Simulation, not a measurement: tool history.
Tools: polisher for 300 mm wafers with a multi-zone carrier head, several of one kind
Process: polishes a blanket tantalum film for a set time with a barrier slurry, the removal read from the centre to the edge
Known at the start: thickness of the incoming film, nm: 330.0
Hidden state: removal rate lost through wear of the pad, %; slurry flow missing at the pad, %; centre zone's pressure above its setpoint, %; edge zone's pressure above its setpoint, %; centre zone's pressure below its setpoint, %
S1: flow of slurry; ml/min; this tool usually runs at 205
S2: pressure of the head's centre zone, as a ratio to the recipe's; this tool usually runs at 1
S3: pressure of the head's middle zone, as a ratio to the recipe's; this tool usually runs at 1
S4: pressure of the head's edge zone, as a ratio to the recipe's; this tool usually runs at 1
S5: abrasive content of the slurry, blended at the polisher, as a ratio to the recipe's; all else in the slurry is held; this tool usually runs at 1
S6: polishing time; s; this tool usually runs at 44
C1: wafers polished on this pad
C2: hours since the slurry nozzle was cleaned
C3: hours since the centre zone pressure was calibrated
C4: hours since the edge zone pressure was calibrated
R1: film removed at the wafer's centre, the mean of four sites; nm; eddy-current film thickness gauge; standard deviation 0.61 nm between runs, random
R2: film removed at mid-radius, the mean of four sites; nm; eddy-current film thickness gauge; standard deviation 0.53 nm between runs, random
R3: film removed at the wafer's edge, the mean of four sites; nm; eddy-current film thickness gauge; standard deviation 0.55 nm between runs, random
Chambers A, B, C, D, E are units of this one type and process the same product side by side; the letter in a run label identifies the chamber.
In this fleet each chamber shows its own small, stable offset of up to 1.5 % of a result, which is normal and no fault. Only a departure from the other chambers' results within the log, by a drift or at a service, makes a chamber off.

run,hour,S1,S2,S3,S4,S5,S6,C1,C2,C3,C4,R1,R2,R3
# hour 5.6: chamber A: worn pad replaced by a new one
# hour 6.5: chamber E: slurry nozzle cleaned
1D,9.8,205,1,1,1,1,44,623,366.8,1292.8,195.6,61.568,61.085,62.018
2C,17.8,205,1,1,1,1,44,1255,386.1,141.5,28.4,61.256,62.85,61.899
# hour 20.6: chamber C: worn pad replaced by a new one
3A,26.2,205,1,1,1,1,44,342,361.4,220.3,533.3,62.803,61.383,61.313
4E,33.8,205,1,1,1,1,44,714,27.4,1068,500.9,61.909,61.372,62.172
# hour 36.5: chamber B: worn pad replaced by a new one
5B,44.6,205,1,1,1,1,44,135,240.9,129.3,420.5,62.068,61.807,62.159
# hour 48.7: chamber E: worn pad replaced by a new one
6B,54.9,205,1,1,1,1,44,305,251.2,139.6,430.8,61.76,62.614,62.721
7A,60.8,205,1,1,1,1,44,914,396,254.9,567.9,62.181,62.237,62.509
# hour 65.3: chamber D: slurry nozzle cleaned
# hour 65.6: chamber D: worn pad replaced by a new one
# hour 66.7: chamber A: worn pad replaced by a new one
8C,68.6,205,1,1,1,1,44,794,436.9,192.3,79.2,61.693,62.232,62.003
9D,75.6,205,1,1,1,1,44,166,10.3,1358.6,261.4,61.952,60.806,62.111
10E,83.6,205,1,1,1,1,44,577,77.2,1117.8,550.7,62.702,61.663,61.773
# hour 86: chamber C: worn pad replaced by a new one
11E,90,205,1,1,1,1,44,683,83.6,1124.2,557.1,62.548,62.12,62.314
# hour 95.9: chamber B: worn pad replaced by a new one
12A,100.4,205,1,1,1,1,44,558,435.6,294.5,607.5,62.326,61.294,61.763
# hour 106.7: chamber E: worn pad replaced by a new one
13D,109.9,205,1,1,1,1,44,733,44.6,1392.9,295.7,61.812,62.264,61.317
14C,117.9,205,1,1,1,1,44,528,486.2,241.6,128.5,63.148,63.136,61.427
15B,125.6,205,1,1,0.95,0.75,44,492,321.9,210.3,501.5,56.369,56.654,55.999
16E,132.8,205,1,1,0.95,0.75,44,432,126.4,1167,599.9,55.287,56.353,55.199
# hour 134.6: chamber D: edge zone pressure recalibrated
# hour 136.6: chamber A: worn pad replaced by a new one
17D,138.6,205,1,1,0.95,0.75,44,1207,73.3,1421.6,4,58.078,55.92,56.634
18A,147.3,205,1,1,0.95,0.75,44,177,482.5,341.4,654.4,57.114,56.868,55
# hour 153.6: chamber C: worn pad replaced by a new one
# hour 154: chamber D: worn pad replaced by a new one
19C,158.2,205,1,1,0.95,0.75,44,76,526.5,281.9,168.8,57.567,57.264,54.985
# hour 165.6: chamber E: worn pad replaced by a new one
20B,166.6,205,1,1,1,1,44,1169,362.9,251.3,542.5,61.925,62.293,61.859
# hour 168.5: chamber B: worn pad replaced by a new one
# hour 172.4: chamber D: centre zone pressure recalibrated
21A,175.2,205,1,1,1,1,44,638,510.4,369.3,682.3,62.415,62.42,61.67
22E,184.7,205,1,1,1.06,1,44,317,178.3,1218.9,651.8,62.329,61.974,63.966
# hour 187.4: chamber B: edge zone pressure recalibrated
23D,189.7,205,1,1,1.06,1,44,591,124.4,17.3,55.1,63.407,62.862,64.553
# hour 192.6: chamber B: slurry nozzle cleaned
24C,199.2,205,1,1,1.06,1,44,753,567.5,322.9,209.8,61.393,62.178,63.197
# hour 204.2: chamber A: worn pad replaced by a new one
25B,205.9,205,1,1,1.06,1,44,618,13.3,290.6,18.6,60.252,63.116,64.49
26B,216.4,205,1,1,1.06,1,44,791,23.8,301.1,29.1,60.214,62.517,64.476
27C,226,205,1,1,1,1,44,1197,594.3,349.7,236.6,63.366,62.366,61.941
# hour 227.3: chamber D: worn pad replaced by a new one
# hour 227.5: chamber A: edge zone pressure recalibrated
# hour 231.4: chamber C: worn pad replaced by a new one
28D,233.4,205,1,1,1,1,44,102,168.1,61,98.8,61.738,62.691,62.598
# hour 236.9: chamber B: worn pad replaced by a new one
# hour 240.7: chamber E: worn pad replaced by a new one
29E,241.5,205,1,1,1,1,44,14,235.1,1275.7,708.6,62.395,62.368,62.399
# hour 251.8: chamber E: slurry nozzle cleaned
30A,252.4,205,1,1,1,1,44,796,587.6,446.5,25,60.964,60.754,62.234
31E,258.8,205,1,1,1,1,44,300,7,1293,725.9,61.314,62.333,61.738
32C,267.7,205,1,1,1,1,44,601,636,391.4,278.3,63.52,62.509,61.171
33B,274.9,205,1,1,1,1,44,628,82.3,359.6,87.6,58.583,62.908,61.293
# hour 276.1: chamber A: worn pad replaced by a new one
34A,280.8,205,1,1,1,1,44,79,616,474.9,53.4,61.354,62.72,63.582
35D,285.8,205,1,1,1,1,44,968,220.5,113.4,151.2,63.1,61.736,63.037
# hour 291.1: chamber A: slurry nozzle cleaned
36E,292.9,205,1,1,1,1,44,863,41.1,1327.1,760,62.812,61.579,61.863
# hour 300.5: chamber D: worn pad replaced by a new one
37A,301.8,205,1,1,1,1,44,426,10.8,495.9,74.4,61.746,61.168,62.142
# hour 303.2: chamber B: worn pad replaced by a new one
38C,308.9,205,1,1,1,1,44,1282,677.2,432.6,319.5,62.82,62.175,61.9
39D,317.5,205,1,1,1,1.25,49,282,252.2,145.1,182.9,73.92,73.411,73.936
40B,326.8,205,1,1,1,1.25,49,391,134.2,411.5,139.5,68.405,74.088,73.693
41B,335.5,205,1,1,1,1.25,49,535,142.9,420.2,148.2,68.447,73.525,73.972

The same settings go to every chamber for the next run, one line per chamber below. Forecast the results for each:
42A,343.5,205,1,1,1,1,34,,,,,?,?,?
42B,343.5,205,1,1,1,1,34,,,,,?,?,?
42C,343.5,205,1,1,1,1,34,,,,,?,?,?
42D,343.5,205,1,1,1,1,34,,,,,?,?,?
42E,343.5,205,1,1,1,1,34,,,,,?,?,?

run,R1,R2,R3
42A,47.545,47.998,48.322
42B,44.922,47.979,48.939
42C,48.057,47.325,47.105
42D,48.033,47.148,47.731
42E,48.206,47.897,47.439
